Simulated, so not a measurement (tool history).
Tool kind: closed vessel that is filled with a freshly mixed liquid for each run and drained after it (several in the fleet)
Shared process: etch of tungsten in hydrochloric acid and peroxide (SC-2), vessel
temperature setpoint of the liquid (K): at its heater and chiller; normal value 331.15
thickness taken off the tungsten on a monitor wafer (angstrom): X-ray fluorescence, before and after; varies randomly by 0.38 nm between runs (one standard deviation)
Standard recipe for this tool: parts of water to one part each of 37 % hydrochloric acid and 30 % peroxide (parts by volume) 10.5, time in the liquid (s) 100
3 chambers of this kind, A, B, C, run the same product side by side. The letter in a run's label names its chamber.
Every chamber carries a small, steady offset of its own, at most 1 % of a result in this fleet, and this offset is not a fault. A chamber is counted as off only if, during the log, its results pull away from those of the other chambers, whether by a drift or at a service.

run	hour	temperature setpoint of the liquid (K)	parts of water to one part each of 37 % hydrochloric acid and 30 % peroxide (parts by volume)	time in the liquid (s)	hours since the thermometer was replaced	hours since the chemicals flow meter was replaced	hours since the drum of peroxide was connected	read-back film thickness of the tungsten reference wafer, read on the same gauge (nm)	thickness taken off the tungsten on a monitor wafer (angstrom)
1A	6.7	331.15	10.5	100	675.1	334.3	266.3	30.007	392.77
2C	10.0	331.15	10.5	100	1862.4	169.3	85.9	30.013	392.67
3B	15.7	331.15	10.5	100	258.2	1603.7	590.6	30.000	385.69
4B	19.4	331.15	10.5	100	261.9	1607.4	594.3	30.018	393.75
5A	25.5	331.15	10.5	100	693.9	353.1	285.1	29.999	393.11
6C	31.7	331.15	10.5	100	1884.1	191.0	107.6	29.998	395.67
7A	36.6	331.15	10.5	100	705.0	364.2	296.2	29.990	397.52
8B	40.3	331.15	10.5	100	282.8	1628.3	615.2	29.974	390.85
9C	45.6	331.15	14.0	100	1898.0	204.9	121.5	29.992	308.25
10B	49.1	331.15	14.0	100	291.6	1637.1	624.0	29.995	304.47
11A	55.5	331.15	14.0	100	723.9	383.1	315.1	30.012	315.74
12C	60.4	331.15	10.5	100	1912.8	219.7	136.3	30.009	389.26
13C	64.8	331.15	10.5	100	1917.2	224.1	140.7	29.980	383.36
14B	68.5	331.15	10.5	100	311.0	1656.5	643.4	29.995	395.05
15A	71.7	331.15	10.5	100	740.1	399.3	331.3	30.011	411.60
16B	76.1	331.15	10.5	100	318.6	1664.1	651.0	29.999	387.92
17C	81.6	325.15	5.5	100	1934.0	240.9	157.5	30.003	431.15
18A	87.0	325.15	5.5	100	755.4	414.6	346.6	29.982	483.01
19B	93.4	325.15	5.5	100	335.9	1681.4	668.3	29.989	440.62
20A	97.9	331.15	10.5	100	766.3	425.5	357.5	30.013	426.96
21C	103.7	331.15	10.5	100	1956.1	263.0	179.6	29.999	395.63
22A	110.3	331.15	10.5	100	778.7	437.9	369.9	30.009	419.51

Which is it: a chamber that has drifted or been left off by a service, a gauge drift common to all chambers, or only each chamber's usual small offset? If a chamber is off, name it and its likeliest cause.

Chamber A drifts away from the others.
Most likely cause: liquid hotter than its thermometer reads (K) = 1.31.
The log may not separate it from: chemicals flow above the setpoint (%).

Chamber A could run next with any of the 4 candidate recipes listed below; each alters the usual settings, and their results appear as question marks. Which one brings its results back in line with what the other chambers deliver on the usual settings?
In-line tolerance around the mean of the other chambers on the usual settings: thickness taken off the tungsten on a monitor wafer (angstrom) 13.00
23A-1	115.3	330.65	10.5	100					?
23A-2	115.3	331.65	10.5	100					?
23A-3	115.3	330.65	10.5	95					?
23A-4	115.3	331.15	10.5	110					?

The other chambers' mean on the usual settings: thickness taken off the tungsten on a monitor wafer (angstrom) 389.46
run	thickness taken off the tungsten on a monitor wafer (angstrom)
23A-1	410.58
23A-2	437.00
23A-3	390.05
23A-4	466.11
Change 23A-3 lands the chamber within the allowed miss of the other chambers.
